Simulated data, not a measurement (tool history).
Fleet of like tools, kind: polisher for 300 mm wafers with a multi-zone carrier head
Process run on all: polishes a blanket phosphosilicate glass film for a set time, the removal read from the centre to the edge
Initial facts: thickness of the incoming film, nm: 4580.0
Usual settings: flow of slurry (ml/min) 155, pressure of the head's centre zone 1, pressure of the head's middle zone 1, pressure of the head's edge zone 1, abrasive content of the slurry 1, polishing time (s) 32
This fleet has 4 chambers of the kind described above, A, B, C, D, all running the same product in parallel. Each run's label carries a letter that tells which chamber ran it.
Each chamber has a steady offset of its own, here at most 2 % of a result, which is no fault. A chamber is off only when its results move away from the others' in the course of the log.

run	hour	flow of slurry (ml/min)	pressure of the head's centre zone	pressure of the head's middle zone	pressure of the head's edge zone	abrasive content of the slurry	polishing time (s)	film removed at the wafer's centre (nm)	film removed at mid-radius (nm)	film removed at the wafer's edge (nm)
# hour 0.6: chamber B: centre zone pressure recalibrated
1D	12.5	155	1	1	1	1	32	202.85	204.97	205.73
2A	21.3	155	1	1	1	1	32	205.8	205.45	204.45
3C	28.7	155	1	1	1	1	32	203.14	203.86	205.31
4B	39.2	155	1	1	1	1	32	207.18	204.19	204.69
5A	48.5	155	1	1	1	1	32	208.52	207.55	206.33
6D	60.5	155	1	1	1	1	32	203.94	206.6	205.55
# hour 63.5: chamber D: worn pad replaced by a new one
7B	71.1	155	1	1.06	1.08	1	32	207.52	216.58	210.9
8C	79.4	155	1	1.06	1.08	1	32	201.25	210.75	216.62
# hour 82.4: chamber B: worn pad replaced by a new one
9C	90.4	155	1	1.06	1.08	1	32	203.75	213.89	211.32
# hour 91.8: chamber A: worn pad replaced by a new one
10A	97.1	155	1	1.06	1.08	1	32	201.73	216.2	211.42
# hour 102.6: chamber A: slurry nozzle cleaned
11D	104.7	155	1	1	1	1	32	203.62	207.73	209.65
12B	115.8	155	1	1	1	1	32	205.97	206.63	202.33
13D	122.5	155	1	1	0.93	1	32	205.66	205.89	199.92
14A	129.3	155	1	1	0.93	1	32	205.77	208.42	198.69
# hour 136.5: chamber A: edge zone pressure recalibrated
15C	139.4	155	1	1	0.93	1	32	202.65	201.51	196.08
# hour 144.6: chamber C: worn pad replaced by a new one
16B	146.9	155	1	1	0.93	1	32	206.56	204.36	198.11
# hour 156.5: chamber D: centre zone pressure recalibrated
17D	158.8	155	1	1	1	1	32	200.78	202.67	201.55
18C	170.8	155	1	1	1	1	32	200.28	201.56	202.57
# hour 179.1: chamber D: worn pad replaced by a new one
19A	179.3	155	1	1	1	1	32	210.55	202.82	207.41
20B	191.1	155	1	1	1	1	32	208.93	208.43	203.28
21C	204.2	155	1	1.06	1.05	1	32	200.35	213.49	211.4
# hour 213.7: chamber B: worn pad replaced by a new one
22B	215.9	155	1	1.06	1.05	1	32	204.33	220.32	205.57
23D	227.1	155	1	1.06	1.05	1	32	203.94	218.25	211.78
24A	234.8	155	1	1.06	1.05	1	32	216.19	214.83	210.24
25D	243.3	155	1	1	1	1	32	205.19	203.32	206.1
26B	249.7	155	1	1	1	1	32	207.14	202.38	207.15
# hour 257.5: chamber A: worn pad replaced by a new one
# hour 261.9: chamber D: slurry nozzle cleaned
27C	262.6	155	1	1	1	1	32	198.18	204.13	205.7
28A	268.4	155	1	1	1.07	1	32	213.48	202.85	214.34
29D	274	155	1	1	1.07	1	32	203.92	209.8	215.13
30A	281.6	155	1	1	1.07	1	32	222.05	205.17	211
# hour 283.7: chamber D: worn pad replaced by a new one
31B	287.3	155	1	1	1.07	1	32	208.83	205.46	212.95
# hour 289.8: chamber C: slurry nozzle cleaned
32C	295.2	155	1	1	1	1	32	201.15	205.39	206.16
33C	301.5	155	1	1	1	1	32	203.79	204.62	204.49
34A	309	155	1	1	1	1	32	220.72	202.93	204.58
35B	315.9	155	1	1	1	1	32	208.12	206.71	206.2
# hour 326: chamber C: worn pad replaced by a new one
36D	326.6	155	1	1	1	1	32	205.83	203.35	207.99
37C	337.9	155	0.95	1	1	1	32	190.36	203.65	204.59
38D	347.6	155	0.95	1	1	1	32	190.51	202.48	202.87

The same settings go to every chamber for the next run, one line per chamber below. Forecast the results for each:
39A	356.9	155	1	1	1	1	32	?	?	?
39B	356.9	155	1	1	1	1	32	?	?	?
39C	356.9	155	1	1	1	1	32	?	?	?
39D	356.9	155	1	1	1	1	32	?	?	?

run	film removed at the wafer's centre (nm)	film removed at mid-radius (nm)	film removed at the wafer's edge (nm)
39A	219.78	204.81	205.56
39B	205.5	207.32	203.5
39C	203.48	201.86	202.15
39D	203.92	205.86	205.89
